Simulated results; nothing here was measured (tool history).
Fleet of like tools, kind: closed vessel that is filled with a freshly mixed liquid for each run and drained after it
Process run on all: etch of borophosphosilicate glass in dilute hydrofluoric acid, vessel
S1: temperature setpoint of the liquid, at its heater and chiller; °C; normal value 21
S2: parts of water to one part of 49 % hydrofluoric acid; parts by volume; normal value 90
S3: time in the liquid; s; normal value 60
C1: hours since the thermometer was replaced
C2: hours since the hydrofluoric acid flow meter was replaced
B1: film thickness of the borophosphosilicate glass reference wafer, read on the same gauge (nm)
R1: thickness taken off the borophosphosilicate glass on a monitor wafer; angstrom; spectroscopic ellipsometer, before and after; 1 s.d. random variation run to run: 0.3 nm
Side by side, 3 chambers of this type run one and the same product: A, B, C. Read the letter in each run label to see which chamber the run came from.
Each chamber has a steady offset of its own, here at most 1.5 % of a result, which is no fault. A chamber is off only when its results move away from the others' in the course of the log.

run,hour,S1,S2,S3,C1,C2,B1,R1
1B,13.7,21,90,60,814.9,775.8,29.975,334.66
2A,28.7,21,90,60,821.1,248.3,29.968,330.11
3C,42.8,21,90,60,1314.3,1105.9,29.975,325.32
4B,50.9,21,90,60,852.1,813,30.007,329.69
5A,61.8,21,90,60,854.2,281.4,29.943,331.54
6C,70.5,21,90,30,1342,1133.6,30.004,164.57
# hour 73.7: chamber C: thermometer replaced
7C,85.2,21,90,30,11.5,1148.3,29.994,161.96
8B,94,21,90,30,895.2,856.1,29.992,164.62
9A,108.4,21,90,60,900.8,328,30.021,330.67
10B,119.1,21,90,60,920.3,881.2,30.037,330.18
11A,129.7,21,90,60,922.1,349.3,29.983,334.54
12C,142,21,90,60,68.3,1205.1,30.009,331.5
13B,149.2,21,90,60,950.4,911.3,30.031,336.31
14A,164,21,90,60,956.4,383.6,29.947,334.57
15C,174.8,21,90,60,101.1,1237.9,30.003,332.5
16A,182.8,21,90,60,975.2,402.4,29.965,335.97
# hour 187.7: chamber A: thermometer replaced
17C,193.8,21,90,60,120.1,1256.9,30.009,337.74
18B,203.3,21,90,60,1004.5,965.4,30.033,330.48
19A,212.8,21,90,60,25.2,432.4,29.962,328.84
20B,223.8,21,90,60,1025,985.9,30.004,337.53
21C,232.6,21,90,60,158.9,1295.7,30.054,330.88
22A,242.3,24.5,90,60,54.7,461.9,29.967,383.89
23C,249.2,24.5,90,60,175.5,1312.3,30.04,391.82
24B,257.8,24.5,90,60,1059,1019.9,30.014,383.23
25C,268.3,21,90,60,194.6,1331.4,30.022,345.58
26A,280.1,17,90,45,92.5,499.7,29.971,214.19
27B,288.1,17,90,45,1089.3,1050.2,29.965,213.62
28A,296.5,17,90,45,108.9,516.1,30,214.33
29B,304,21,90,60,1105.2,1066.1,29.967,334.15
30C,317.4,21,90,60,243.7,1380.5,29.971,339.29
31B,329.4,21,90,60,1130.6,1091.5,30.024,335.02
32C,336.5,21,90,60,262.8,1399.6,30,346.93
33A,347.5,21,90,60,159.9,567.1,30.011,327.02
34A,358.8,21,90,60,171.2,578.4,29.997,325.08
35C,371.4,21,90,30,297.7,1434.5,30.004,174.97
36B,381,21,90,30,1182.2,1143.1,30.008,165.22
37B,388.8,21,90,30,1190,1150.9,30.002,166.19
38A,398.1,21,90,60,210.5,617.7,29.981,329.08

All 3 chambers run these settings next. Forecast each chamber's results:
39A,409.2,21,90,60,,,,?
39B,409.2,21,90,60,,,,?
39C,409.2,21,90,60,,,,?

run,R1
39A,330.65
39B,327.73
39C,353.4

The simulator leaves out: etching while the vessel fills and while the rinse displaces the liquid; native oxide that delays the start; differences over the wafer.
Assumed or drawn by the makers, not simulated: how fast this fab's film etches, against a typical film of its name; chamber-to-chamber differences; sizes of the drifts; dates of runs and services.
